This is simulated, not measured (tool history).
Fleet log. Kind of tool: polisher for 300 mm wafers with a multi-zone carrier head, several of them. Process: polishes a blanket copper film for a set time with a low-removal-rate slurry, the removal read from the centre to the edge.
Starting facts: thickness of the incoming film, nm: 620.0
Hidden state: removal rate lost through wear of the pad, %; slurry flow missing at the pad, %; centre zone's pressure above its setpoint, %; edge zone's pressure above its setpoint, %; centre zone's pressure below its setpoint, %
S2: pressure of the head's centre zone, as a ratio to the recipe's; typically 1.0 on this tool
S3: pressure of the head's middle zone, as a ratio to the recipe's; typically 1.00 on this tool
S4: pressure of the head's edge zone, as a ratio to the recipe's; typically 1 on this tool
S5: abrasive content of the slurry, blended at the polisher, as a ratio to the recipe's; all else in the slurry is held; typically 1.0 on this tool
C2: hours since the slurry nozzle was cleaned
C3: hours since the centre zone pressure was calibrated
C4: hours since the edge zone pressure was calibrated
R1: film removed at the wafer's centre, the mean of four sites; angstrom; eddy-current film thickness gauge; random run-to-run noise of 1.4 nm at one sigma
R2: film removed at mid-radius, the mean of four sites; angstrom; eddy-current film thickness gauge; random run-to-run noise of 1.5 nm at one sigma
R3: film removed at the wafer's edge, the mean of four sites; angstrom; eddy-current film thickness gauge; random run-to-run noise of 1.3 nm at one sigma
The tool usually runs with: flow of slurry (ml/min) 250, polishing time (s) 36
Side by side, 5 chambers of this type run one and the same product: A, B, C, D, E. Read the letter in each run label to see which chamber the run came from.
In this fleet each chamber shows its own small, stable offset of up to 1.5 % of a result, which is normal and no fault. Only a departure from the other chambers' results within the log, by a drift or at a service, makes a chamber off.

{"hour": 2.7, "done": "chamber C: worn pad replaced by a new one"}
{"run": "1D", "hour": 5.5, "flow of slurry (ml/min)": 250, "S2": 1.0, "S3": 1.0, "S4": 1, "S5": 1.0, "polishing time (s)": 36, "wafers polished on this pad": 766, "C2": 64.7, "C3": 1196.4, "C4": 240.7, "R1": 1310.6, "R2": 1301.2, "R3": 1287.2}
{"run": "2C", "hour": 10.6, "flow of slurry (ml/min)": 250, "S2": 1.0, "S3": 1.0, "S4": 1, "S5": 1.0, "polishing time (s)": 36, "wafers polished on this pad": 131, "C2": 327.6, "C3": 173.2, "C4": 188.4, "R1": 1251.7, "R2": 1276.9, "R3": 1287.9}
{"hour": 12.8, "done": "chamber B: worn pad replaced by a new one"}
{"run": "3A", "hour": 13.8, "flow of slurry (ml/min)": 250, "S2": 1.0, "S3": 1.0, "S4": 1, "S5": 1.0, "polishing time (s)": 36, "wafers polished on this pad": 637, "C2": 59.5, "C3": 77.3, "C4": 394.0, "R1": 1283.1, "R2": 1288.1, "R3": 1315.7}
{"run": "4B", "hour": 17.4, "flow of slurry (ml/min)": 250, "S2": 1.0, "S3": 1.0, "S4": 1, "S5": 1.0, "polishing time (s)": 36, "wafers polished on this pad": 77, "C2": 373.7, "C3": 182.0, "C4": 23.9, "R1": 1308.0, "R2": 1311.8, "R3": 1300.1}
{"run": "5E", "hour": 21.8, "flow of slurry (ml/min)": 250, "S2": 1.0, "S3": 1.0, "S4": 1, "S5": 1.0, "polishing time (s)": 36, "wafers polished on this pad": 543, "C2": 57.6, "C3": 253.6, "C4": 1038.4, "R1": 1325.6, "R2": 1285.2, "R3": 1285.2}
{"hour": 22.9, "done": "chamber D: worn pad replaced by a new one"}
{"run": "6A", "hour": 25.8, "flow of slurry (ml/min)": 250, "S2": 0.9, "S3": 1.05, "S4": 1, "S5": 1.0, "polishing time (s)": 36, "wafers polished on this pad": 836, "C2": 71.5, "C3": 89.3, "C4": 406.0, "R1": 1130.2, "R2": 1360.3, "R3": 1291.8}
{"run": "7E", "hour": 29.8, "flow of slurry (ml/min)": 250, "S2": 0.9, "S3": 1.05, "S4": 1, "S5": 1.0, "polishing time (s)": 36, "wafers polished on this pad": 676, "C2": 65.6, "C3": 261.6, "C4": 1046.4, "R1": 1168.1, "R2": 1326.1, "R3": 1295.2}
{"run": "8D", "hour": 35.4, "flow of slurry (ml/min)": 250, "S2": 0.9, "S3": 1.05, "S4": 1, "S5": 1.0, "polishing time (s)": 36, "wafers polished on this pad": 209, "C2": 94.6, "C3": 1226.3, "C4": 270.6, "R1": 1144.1, "R2": 1347.5, "R3": 1293.6}
{"run": "9C", "hour": 38.8, "flow of slurry (ml/min)": 250, "S2": 0.9, "S3": 1.05, "S4": 1, "S5": 1.0, "polishing time (s)": 36, "wafers polished on this pad": 599, "C2": 355.8, "C3": 201.4, "C4": 216.6, "R1": 1137.6, "R2": 1336.1, "R3": 1270.5}
{"run": "10B", "hour": 43.1, "flow of slurry (ml/min)": 250, "S2": 0.9, "S3": 1.05, "S4": 1, "S5": 1.0, "polishing time (s)": 36, "wafers polished on this pad": 504, "C2": 399.4, "C3": 207.7, "C4": 49.6, "R1": 1130.2, "R2": 1356.2, "R3": 1283.3}
{"run": "11C", "hour": 48.1, "flow of slurry (ml/min)": 250, "S2": 1.0, "S3": 1.0, "S4": 1, "S5": 1.0, "polishing time (s)": 36, "wafers polished on this pad": 753, "C2": 365.1, "C3": 210.7, "C4": 225.9, "R1": 1313.6, "R2": 1271.7, "R3": 1258.3}
{"run": "12D", "hour": 51.3, "flow of slurry (ml/min)": 250, "S2": 1.0, "S3": 1.0, "S4": 1, "S5": 1.0, "polishing time (s)": 36, "wafers polished on this pad": 472, "C2": 110.5, "C3": 1242.2, "C4": 286.5, "R1": 1311.5, "R2": 1302.7, "R3": 1309.8}
{"hour": 54.7, "done": "chamber C: worn pad replaced by a new one"}
{"run": "13B", "hour": 56.6, "flow of slurry (ml/min)": 250, "S2": 1.0, "S3": 1.0, "S4": 1, "S5": 1.0, "polishing time (s)": 36, "wafers polished on this pad": 728, "C2": 412.9, "C3": 221.2, "C4": 63.1, "R1": 1261.8, "R2": 1316.5, "R3": 1286.1}
{"hour": 58.0, "done": "chamber A: worn pad replaced by a new one"}
{"run": "14E", "hour": 61.0, "flow of slurry (ml/min)": 250, "S2": 1.0, "S3": 1.0, "S4": 1, "S5": 1.0, "polishing time (s)": 36, "wafers polished on this pad": 1193, "C2": 96.8, "C3": 292.8, "C4": 1077.6, "R1": 1309.9, "R2": 1278.1, "R3": 1296.6}
{"hour": 63.0, "done": "chamber C: slurry nozzle cleaned"}
{"hour": 63.5, "done": "chamber E: worn pad replaced by a new one"}
{"run": "15A", "hour": 63.9, "flow of slurry (ml/min)": 190, "S2": 1.0, "S3": 1.0, "S4": 1, "S5": 1.0, "polishing time (s)": 36, "wafers polished on this pad": 99, "C2": 109.6, "C3": 127.4, "C4": 444.1, "R1": 1239.4, "R2": 1230.3, "R3": 1266.9}
{"run": "16E", "hour": 67.3, "flow of slurry (ml/min)": 190, "S2": 1.0, "S3": 1.0, "S4": 1, "S5": 1.0, "polishing time (s)": 36, "wafers polished on this pad": 63, "C2": 103.1, "C3": 299.1, "C4": 1083.9, "R1": 1247.7, "R2": 1235.7, "R3": 1240.1}
{"run": "17A", "hour": 72.9, "flow of slurry (ml/min)": 190, "S2": 1.0, "S3": 1.0, "S4": 1, "S5": 1.0, "polishing time (s)": 36, "wafers polished on this pad": 248, "C2": 118.6, "C3": 136.4, "C4": 453.1, "R1": 1235.6, "R2": 1227.3, "R3": 1275.1}
{"hour": 73.4, "done": "chamber D: worn pad replaced by a new one"}
{"hour": 75.8, "done": "chamber B: worn pad replaced by a new one"}
{"run": "18C", "hour": 76.5, "flow of slurry (ml/min)": 190, "S2": 1.0, "S3": 1.0, "S4": 1, "S5": 1.0, "polishing time (s)": 36, "wafers polished on this pad": 363, "C2": 13.6, "C3": 239.1, "C4": 254.3, "R1": 1234.5, "R2": 1226.9, "R3": 1245.3}
{"hour": 76.9, "done": "chamber D: centre zone pressure recalibrated"}
{"run": "19D", "hour": 79.9, "flow of slurry (ml/min)": 190, "S2": 1.0, "S3": 1.0, "S4": 1, "S5": 1.0, "polishing time (s)": 36, "wafers polished on this pad": 108, "C2": 139.1, "C3": 3.0, "C4": 315.1, "R1": 1243.6, "R2": 1243.7, "R3": 1265.9}
{"run": "20B", "hour": 83.0, "flow of slurry (ml/min)": 250, "S2": 1.0, "S3": 1.0, "S4": 1, "S5": 1.0, "polishing time (s)": 36, "wafers polished on this pad": 120, "C2": 439.3, "C3": 247.6, "C4": 89.5, "R1": 1221.8, "R2": 1301.5, "R3": 1277.4}
{"run": "21E", "hour": 85.5, "flow of slurry (ml/min)": 250, "S2": 1.0, "S3": 1.0, "S4": 1, "S5": 1.0, "polishing time (s)": 36, "wafers polished on this pad": 365, "C2": 121.3, "C3": 317.3, "C4": 1102.1, "R1": 1316.7, "R2": 1283.3, "R3": 1261.7}
{"run": "22C", "hour": 88.6, "flow of slurry (ml/min)": 250, "S2": 1.0, "S3": 1.0, "S4": 1, "S5": 1.0, "polishing time (s)": 36, "wafers polished on this pad": 563, "C2": 25.7, "C3": 251.2, "C4": 266.4, "R1": 1255.7, "R2": 1293.3, "R3": 1280.3}
{"run": "23B", "hour": 93.4, "flow of slurry (ml/min)": 250, "S2": 1.0, "S3": 1.0, "S4": 1, "S5": 1.0, "polishing time (s)": 36, "wafers polished on this pad": 293, "C2": 449.7, "C3": 258.0, "C4": 99.9, "R1": 1182.0, "R2": 1285.2, "R3": 1303.9}
{"run": "24A", "hour": 96.2, "flow of slurry (ml/min)": 250, "S2": 1.0, "S3": 1.0, "S4": 1, "S5": 1.0, "polishing time (s)": 36, "wafers polished on this pad": 635, "C2": 141.9, "C3": 159.7, "C4": 476.4, "R1": 1288.5, "R2": 1279.1, "R3": 1286.5}
{"hour": 97.1, "done": "chamber C: worn pad replaced by a new one"}
{"run": "25D", "hour": 100.3, "flow of slurry (ml/min)": 250, "S2": 1.0, "S3": 1.0, "S4": 1, "S5": 1.0, "polishing time (s)": 36, "wafers polished on this pad": 447, "C2": 159.5, "C3": 23.4, "C4": 335.5, "R1": 1307.6, "R2": 1326.4, "R3": 1313.2}
{"run": "26C", "hour": 105.3, "flow of slurry (ml/min)": 250, "S2": 1.0, "S3": 1.0, "S4": 1, "S5": 1.0, "polishing time (s)": 36, "wafers polished on this pad": 137, "C2": 42.4, "C3": 267.9, "C4": 283.1, "R1": 1294.8, "R2": 1289.2, "R3": 1288.4}
{"run": "27E", "hour": 108.7, "flow of slurry (ml/min)": 250, "S2": 1.0, "S3": 1.0, "S4": 1, "S5": 1.0, "polishing time (s)": 36, "wafers polished on this pad": 751, "C2": 144.5, "C3": 340.5, "C4": 1125.3, "R1": 1316.3, "R2": 1278.8, "R3": 1270.1}
{"hour": 112.4, "done": "chamber E: centre zone pressure recalibrated"}
{"run": "28D", "hour": 112.7, "flow of slurry (ml/min)": 250, "S2": 1.0, "S3": 1.0, "S4": 1, "S5": 1.0, "polishing time (s)": 36, "wafers polished on this pad": 652, "C2": 171.9, "C3": 35.8, "C4": 347.9, "R1": 1297.4, "R2": 1292.6, "R3": 1307.8}
{"run": "29B", "hour": 116.3, "flow of slurry (ml/min)": 250, "S2": 1.0, "S3": 1.0, "S4": 1, "S5": 1.0, "polishing time (s)": 36, "wafers polished on this pad": 673, "C2": 472.6, "C3": 280.9, "C4": 122.8, "R1": 1218.7, "R2": 1323.8, "R3": 1276.2}
{"run": "30A", "hour": 121.4, "flow of slurry (ml/min)": 250, "S2": 1.0, "S3": 1.0, "S4": 1, "S5": 1.1, "polishing time (s)": 36, "wafers polished on this pad": 1053, "C2": 167.1, "C3": 184.9, "C4": 501.6, "R1": 1324.3, "R2": 1331.0, "R3": 1343.9}
{"run": "31A", "hour": 126.7, "flow of slurry (ml/min)": 250, "S2": 1.0, "S3": 1.0, "S4": 1, "S5": 1.1, "polishing time (s)": 36, "wafers polished on this pad": 1141, "C2": 172.4, "C3": 190.2, "C4": 506.9, "R1": 1336.8, "R2": 1331.9, "R3": 1335.0}
{"run": "32C", "hour": 131.6, "flow of slurry (ml/min)": 250, "S2": 1.0, "S3": 1.0, "S4": 1, "S5": 1.1, "polishing time (s)": 36, "wafers polished on this pad": 574, "C2": 68.7, "C3": 294.2, "C4": 309.4, "R1": 1318.1, "R2": 1291.5, "R3": 1306.0}
{"run": "33E", "hour": 136.8, "flow of slurry (ml/min)": 250, "S2": 1.0, "S3": 1.0, "S4": 1, "S5": 1.1, "polishing time (s)": 36, "wafers polished on this pad": 1217, "C2": 172.6, "C3": 24.5, "C4": 1153.4, "R1": 1335.3, "R2": 1300.3, "R3": 1302.9}
{"hour": 138.5, "done": "chamber D: worn pad replaced by a new one"}
{"run": "34B", "hour": 140.2, "flow of slurry (ml/min)": 250, "S2": 1.0, "S3": 1.0, "S4": 1, "S5": 1.1, "polishing time (s)": 36, "wafers polished on this pad": 1069, "C2": 496.5, "C3": 304.8, "C4": 146.7, "R1": 1210.8, "R2": 1336.7, "R3": 1328.3}
{"hour": 140.8, "done": "chamber C: worn pad replaced by a new one"}
{"run": "35D", "hour": 145.5, "flow of slurry (ml/min)": 250, "S2": 1.0, "S3": 1.0, "S4": 1, "S5": 1.0, "polishing time (s)": 36, "wafers polished on this pad": 116, "C2": 204.7, "C3": 68.6, "C4": 380.7, "R1": 1314.0, "R2": 1299.0, "R3": 1315.3}
{"hour": 146.0, "done": "chamber E: worn pad replaced by a new one"}
{"hour": 147.3, "done": "chamber B: worn pad replaced by a new one"}
{"hour": 148.6, "done": "chamber A: worn pad replaced by a new one"}
{"run": "36E", "hour": 150.5, "flow of slurry (ml/min)": 250, "S2": 1.0, "S3": 1.0, "S4": 1, "S5": 1.0, "polishing time (s)": 36, "wafers polished on this pad": 75, "C2": 186.3, "C3": 38.2, "C4": 1167.1, "R1": 1294.8, "R2": 1282.4, "R3": 1264.4}
{"run": "37B", "hour": 155.6, "flow of slurry (ml/min)": 250, "S2": 1.0, "S3": 1.0, "S4": 1, "S5": 1.0, "polishing time (s)": 36, "wafers polished on this pad": 139, "C2": 511.9, "C3": 320.2, "C4": 162.1, "R1": 1148.6, "R2": 1304.4, "R3": 1267.0}
{"run": "38C", "hour": 159.7, "flow of slurry (ml/min)": 250, "S2": 1.0, "S3": 1.0, "S4": 1, "S5": 1.0, "polishing time (s)": 36, "wafers polished on this pad": 313, "C2": 96.8, "C3": 322.3, "C4": 337.5, "R1": 1287.0, "R2": 1290.6, "R3": 1262.7}
{"run": "39A", "hour": 162.4, "flow of slurry (ml/min)": 250, "S2": 1.0, "S3": 1.0, "S4": 1, "S5": 1.0, "polishing time (s)": 36, "wafers polished on this pad": 230, "C2": 208.1, "C3": 225.9, "C4": 542.6, "R1": 1284.6, "R2": 1310.8, "R3": 1294.6}

Decide between three cases: one chamber stands off from its peers, the gauge reading all wafers drifts, or nothing is wrong past each chamber's small offset. Where a chamber is off, say which and what most likely put it there.

It is chamber B that slowly wanders off from its peers.
Likeliest cause: centre zone's pressure below its setpoint, % = 10.

Which of the 4 candidates below, each the usual settings with something changed and its results left as question marks, puts chamber B back in line with what the other chambers give on the usual settings?
A result is in line if it is within this distance of the other chambers' mean on the usual settings: R1 49.0 angstrom; R2 54.0 angstrom; R3 45.0 angstrom
{"run": "40B-1", "hour": 166.4, "flow of slurry (ml/min)": 245, "S2": 0.91, "S3": 1.03, "S4": 1.02, "S5": 1.0, "polishing time (s)": 36, "R1": "?", "R2": "?", "R3": "?"}
{"run": "40B-2", "hour": 166.4, "flow of slurry (ml/min)": 255, "S2": 1.1, "S3": 0.97, "S4": 0.97, "S5": 1.0, "polishing time (s)": 36, "R1": "?", "R2": "?", "R3": "?"}
{"run": "40B-3", "hour": 166.4, "flow of slurry (ml/min)": 250, "S2": 1.04, "S3": 0.99, "S4": 0.99, "S5": 1.0, "polishing time (s)": 36, "R1": "?", "R2": "?", "R3": "?"}
{"run": "40B-4", "hour": 166.4, "flow of slurry (ml/min)": 250, "S2": 0.96, "S3": 1.01, "S4": 1.01, "S5": 1.0, "polishing time (s)": 36, "R1": "?", "R2": "?", "R3": "?"}

Other chambers, usual settings, mean: R1 1290.5 angstrom; R2 1290.1 angstrom; R3 1290.9 angstrom
run=40B-1 R1=1027.4 R2=1356.7 R3=1304.0
run=40B-2 R1=1273.0 R2=1289.0 R3=1275.8
run=40B-3 R1=1194.1 R2=1310.7 R3=1286.8
run=40B-4 R1=1093.1 R2=1335.4 R3=1300.0
It is 40B-2 that realigns the chamber with its peers.
